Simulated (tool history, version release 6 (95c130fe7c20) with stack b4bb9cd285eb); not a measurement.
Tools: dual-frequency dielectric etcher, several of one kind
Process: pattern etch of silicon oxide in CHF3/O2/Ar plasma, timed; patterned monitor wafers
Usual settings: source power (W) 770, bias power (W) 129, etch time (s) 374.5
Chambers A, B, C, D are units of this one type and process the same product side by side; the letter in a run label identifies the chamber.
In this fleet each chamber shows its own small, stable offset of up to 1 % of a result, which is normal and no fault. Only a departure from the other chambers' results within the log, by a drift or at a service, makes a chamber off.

run	day	source power (W)	bias power (W)	etch time (s)	read-back reference wafer on the same gauge, depth_nm	mean etch depth across the wafer (Å)
1A	0.362	770	129	374.5	832.58	7385.8
2C	0.858	770	129	374.5	831.96	7244.7
3D	1.192	770	129	374.5	832.47	7449.4
4B	1.483	770	129	374.5	832.45	7374.6
5B	1.967	770	129	374.5	830.74	7367.5
6A	2.396	770	129	374.5	831.98	7411
# day 2.4: chamber C: wet clean of the chamber
7D	2.812	770	129	374.5	832.01	7398.5
8C	3.342	770	129	454.5	832.67	8871.1
9D	3.721	770	129	454.5	831.19	8901.1
10C	4.012	770	129	454.5	832.6	8851.5
11B	4.512	770	129	454.5	833.4	8922.9
12A	4.925	770	129	374.5	833.33	7339.4
13B	5.162	770	129	374.5	832.09	7473.3
14D	5.408	770	129	374.5	831.66	7352.2
15A	5.804	860	109	374.5	832.07	7254.2
16C	6.296	860	109	374.5	832.94	7333.2
17A	6.575	860	109	374.5	830.35	7286.7
18C	6.842	860	109	374.5	831.33	7305.4
19D	7.283	770	129	374.5	833.03	7348.7
# day 7.35: chamber B: wet clean of the chamber
20B	7.6	770	129	374.5	832.14	7408.2
# day 7.617: chamber A: wet clean of the chamber
21C	8.133	770	129	374.5	831.24	7376.4
22A	8.583	770	129	374.5	831.32	7367.1
23B	9.096	770	129	374.5	832.04	7358.1
24D	9.517	770	129	374.5	832.03	7359.2
# day 9.783: chamber D: source power generator calibrated
25C	9.808	770	98	374.5	832.34	6752.9
26D	10.212	770	98	374.5	831.21	6832.3
27A	10.712	770	98	374.5	833.66	6764.9
28B	10.979	770	98	374.5	832.01	6797.8
29D	11.462	770	129	374.5	831.17	7315.3
30A	11.838	770	129	374.5	831.62	7396.2
31B	12.283	770	129	374.5	831.68	7364.8
32C	12.779	770	129	374.5	832.39	7347.5
33B	13.075	770	129	374.5	830.41	7365.3
34A	13.479	770	129	374.5	831.98	7365.6
35C	13.95	650	149	374.5	832.23	7194.5

Which is it: a chamber that has drifted or been left off by a service, a gauge drift common to all chambers, or only each chamber's usual small offset? If a chamber is off, name it and its likeliest cause.

Neither any chamber nor the gauge drifts; the chambers differ only by their own small, steady offsets.

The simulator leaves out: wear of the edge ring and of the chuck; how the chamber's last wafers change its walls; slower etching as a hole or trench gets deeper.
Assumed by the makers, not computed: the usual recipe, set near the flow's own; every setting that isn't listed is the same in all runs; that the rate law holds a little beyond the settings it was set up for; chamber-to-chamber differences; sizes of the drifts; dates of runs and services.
